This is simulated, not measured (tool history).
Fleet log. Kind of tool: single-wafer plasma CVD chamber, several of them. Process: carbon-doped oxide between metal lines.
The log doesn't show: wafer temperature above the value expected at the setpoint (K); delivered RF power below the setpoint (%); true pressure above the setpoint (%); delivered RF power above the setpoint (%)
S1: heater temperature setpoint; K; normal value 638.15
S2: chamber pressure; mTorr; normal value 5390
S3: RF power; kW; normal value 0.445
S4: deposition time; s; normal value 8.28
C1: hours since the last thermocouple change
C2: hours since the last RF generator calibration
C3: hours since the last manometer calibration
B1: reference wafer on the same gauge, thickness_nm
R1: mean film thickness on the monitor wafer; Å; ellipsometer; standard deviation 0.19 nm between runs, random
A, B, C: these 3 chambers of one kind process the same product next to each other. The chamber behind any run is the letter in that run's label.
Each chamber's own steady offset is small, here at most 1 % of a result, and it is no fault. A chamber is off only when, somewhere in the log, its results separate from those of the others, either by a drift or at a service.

run	day	S1	S2	S3	S4	C1	C2	C3	B1	R1
1A	0.558	638.15	5390	0.445	8.28	137.5	316.7	1473.2	40.707	388.97
2B	1.021	638.15	5390	0.445	8.28	202.5	1364.7	149.2	40.690	388.65
3C	1.288	638.15	5390	0.445	8.28	1018.3	311.3	361.3	40.746	394.15
4B	1.704	638.15	5390	0.445	8.28	218.9	1381.1	165.6	40.668	388.24
5C	2.150	638.15	5390	0.445	8.28	1039.0	332.0	382.0	40.716	387.78
6A	2.625	638.15	5390	0.445	8.28	187.1	366.3	1522.8	40.684	390.27
7A	2.971	638.15	5390	0.445	8.28	195.4	374.6	1531.1	40.690	391.07
8C	3.529	638.15	5390	0.445	8.28	1072.1	365.1	415.1	40.720	387.49
9B	4.104	638.15	5390	0.445	8.28	276.5	1438.7	223.2	40.724	391.22
10C	4.488	638.15	5390	0.445	8.28	1095.1	388.1	438.1	40.677	393.23
11B	4.812	638.15	5390	0.445	8.28	293.5	1455.7	240.2	40.717	388.93
12A	5.088	638.15	5390	0.445	8.28	246.2	425.4	1581.9	40.772	384.97
13A	5.354	638.15	5390	0.445	8.28	252.6	431.8	1588.3	40.716	377.86
14C	5.621	638.15	5390	0.445	8.28	1122.3	415.3	465.3	40.686	389.19
15B	6.125	638.15	5390	0.445	8.28	325.0	1487.2	271.7	40.759	388.85
16A	6.496	638.15	5390	0.445	8.28	280.0	459.2	1615.7	40.716	380.06
17B	6.896	638.15	5390	0.445	8.28	343.5	1505.7	290.2	40.681	388.54
18C	7.338	638.15	5390	0.445	8.28	1163.5	456.5	506.5	40.643	390.21
19C	7.612	653.15	5390	0.445	9.59	1170.1	463.1	513.1	40.701	440.52
20B	8.146	653.15	5390	0.445	9.59	373.5	1535.7	320.2	40.723	432.41
21A	8.683	653.15	5390	0.445	9.59	332.5	511.7	1668.2	40.723	412.79
22C	9.200	638.15	5390	0.445	8.28	1208.2	501.2	551.2	40.665	392.30

Is one chamber off against the others, does the gauge drift, or is nothing wrong? If a chamber is off, say which, and what the likeliest cause is.

Chamber A drifts away from the others.
Cause: delivered RF power below the setpoint (%) = 8.64.

Here are 4 candidates for chamber A's next run, each the usual settings with a change, their results left as question marks. Which one brings its results back in line with what the others give on the usual settings?
In line means no further than this from the other chambers' mean on the usual settings: R1 6.50 Å
23A-1	9.621	639.15	5390	0.430	7.93					?
23A-2	9.621	638.15	5340	0.430	8.28					?
23A-3	9.621	638.15	5390	0.450	8.43					?
23A-4	9.621	638.15	5390	0.445	8.86					?

Other chambers, usual settings, mean: R1 389.85 Å
run	R1
23A-1	339.05
23A-2	354.20
23A-3	373.89
23A-4	389.30
With 23A-4, the chamber falls back in line with the rest.
